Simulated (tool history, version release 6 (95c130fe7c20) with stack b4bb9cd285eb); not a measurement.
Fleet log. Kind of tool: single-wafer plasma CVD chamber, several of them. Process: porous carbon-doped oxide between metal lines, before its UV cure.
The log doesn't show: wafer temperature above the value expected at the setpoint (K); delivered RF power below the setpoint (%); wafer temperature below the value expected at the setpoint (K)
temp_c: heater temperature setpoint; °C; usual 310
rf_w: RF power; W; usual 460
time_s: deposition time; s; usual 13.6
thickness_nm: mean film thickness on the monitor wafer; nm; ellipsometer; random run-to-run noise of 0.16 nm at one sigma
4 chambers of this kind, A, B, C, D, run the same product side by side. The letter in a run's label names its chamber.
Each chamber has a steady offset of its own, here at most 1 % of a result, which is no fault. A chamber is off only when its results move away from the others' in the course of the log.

run	hour	temp_c	rf_w	time_s	hours since the last thermocouple change	hours since the last RF generator calibration	read-back reference wafer on the same gauge, thickness_nm	thickness_nm
1A	14.9	310	460	13.6	940.4	887.7	56.679	67.432
2C	27.6	310	460	13.6	650.6	640.4	56.721	67.774
3B	38.6	310	460	13.6	619.4	1676.4	56.671	68.098
4D	54.2	310	460	13.6	475.7	428.9	56.709	67.877
5B	68.5	310	460	13.6	649.3	1706.3	56.697	68.242
6D	80.1	310	460	13.6	501.6	454.8	56.701	67.939
7A	88.4	310	460	13.6	1013.9	961.2	56.695	67.204
8C	100.9	310	460	13.6	723.9	713.7	56.741	67.711
9C	109.0	310	460	13.6	732.0	721.8	56.689	67.776
10D	118.7	310	460	13.6	540.2	493.4	56.676	67.942
11B	127.9	310	460	13.6	708.7	1765.7	56.696	68.117
12A	140.4	310	460	13.6	1065.9	1013.2	56.726	67.287
13B	149.8	310	460	13.6	730.6	1787.6	56.697	68.129
14C	165.6	310	460	13.6	788.6	778.4	56.690	67.677
15A	175.1	310	460	13.6	1100.6	1047.9	56.686	67.751
16D	187.0	310	460	13.6	608.5	561.7	56.748	68.388
17D	200.5	310	460	13.6	622.0	575.2	56.685	68.450
18C	214.7	310	460	13.6	837.7	827.5	56.708	67.935
19A	223.8	310	460	13.6	1149.3	1096.6	56.673	67.301
20B	230.7	310	460	13.6	811.5	1868.5	56.685	67.960
21D	237.8	310	460	13.6	659.3	612.5	56.691	68.548
22A	249.6	310	460	13.6	1175.1	1122.4	56.711	67.263
23C	262.8	310	460	13.6	885.8	875.6	56.712	67.277
24B	277.5	310	460	13.6	858.3	1915.3	56.719	68.351
25A	290.3	310	460	13.6	1215.8	1163.1	56.686	67.350
# hour 294.5: chamber A: RF generator calibrated
26D	297.3	310	460	13.6	718.8	672.0	56.717	68.444
27C	309.4	310	460	13.6	932.4	922.2	56.685	67.808
28B	317.3	310	460	13.6	898.1	1955.1	56.726	68.146
29B	332.0	310	460	13.6	912.8	1969.8	56.681	67.902
30C	342.8	310	460	13.6	965.8	955.6	56.690	67.473
31A	355.8	318	410	13.6	1281.3	61.4	56.710	58.892
32D	371.5	318	410	13.6	793.0	746.2	56.683	60.159
33C	379.8	318	410	13.6	1002.8	992.6	56.699	59.188
34D	390.2	318	410	13.6	811.7	764.9	56.699	60.535
35B	402.3	310	460	13.6	983.1	2040.1	56.686	67.811
36A	411.3	310	460	13.6	1336.8	116.9	56.703	67.416
37D	418.1	310	460	13.6	839.6	792.8	56.696	68.954
38A	432.4	301	460	11.7	1357.9	138.0	56.687	61.454

Which is it: a chamber that has drifted or been left off by a service, a gauge drift common to all chambers, or only each chamber's usual small offset? If a chamber is off, name it and its likeliest cause.

Little by little, chamber D moves away from the other chambers.
What lies behind it: wafer temperature below the value expected at the setpoint (K) = 4.19.

Below are 4 candidate recipes for chamber D's next run, each the usual settings with a change, their results shown as question marks. Which of them brings D's results back in line with what the other chambers give on the usual settings?
In-line tolerance around the mean of the other chambers on the usual settings: thickness_nm 0.570 nm
39D-1	443.7	306	460	13.6				?
39D-2	443.7	310	455	13.4				?
39D-3	443.7	310	460	13.7				?
39D-4	443.7	311	460	13.6				?

The mean the other chambers reach with the usual settings: thickness_nm 67.717 nm
run	thickness_nm
39D-1	70.804
39D-2	67.774
39D-3	69.764
39D-4	68.898
With 39D-2, the chamber falls back in line with the rest.

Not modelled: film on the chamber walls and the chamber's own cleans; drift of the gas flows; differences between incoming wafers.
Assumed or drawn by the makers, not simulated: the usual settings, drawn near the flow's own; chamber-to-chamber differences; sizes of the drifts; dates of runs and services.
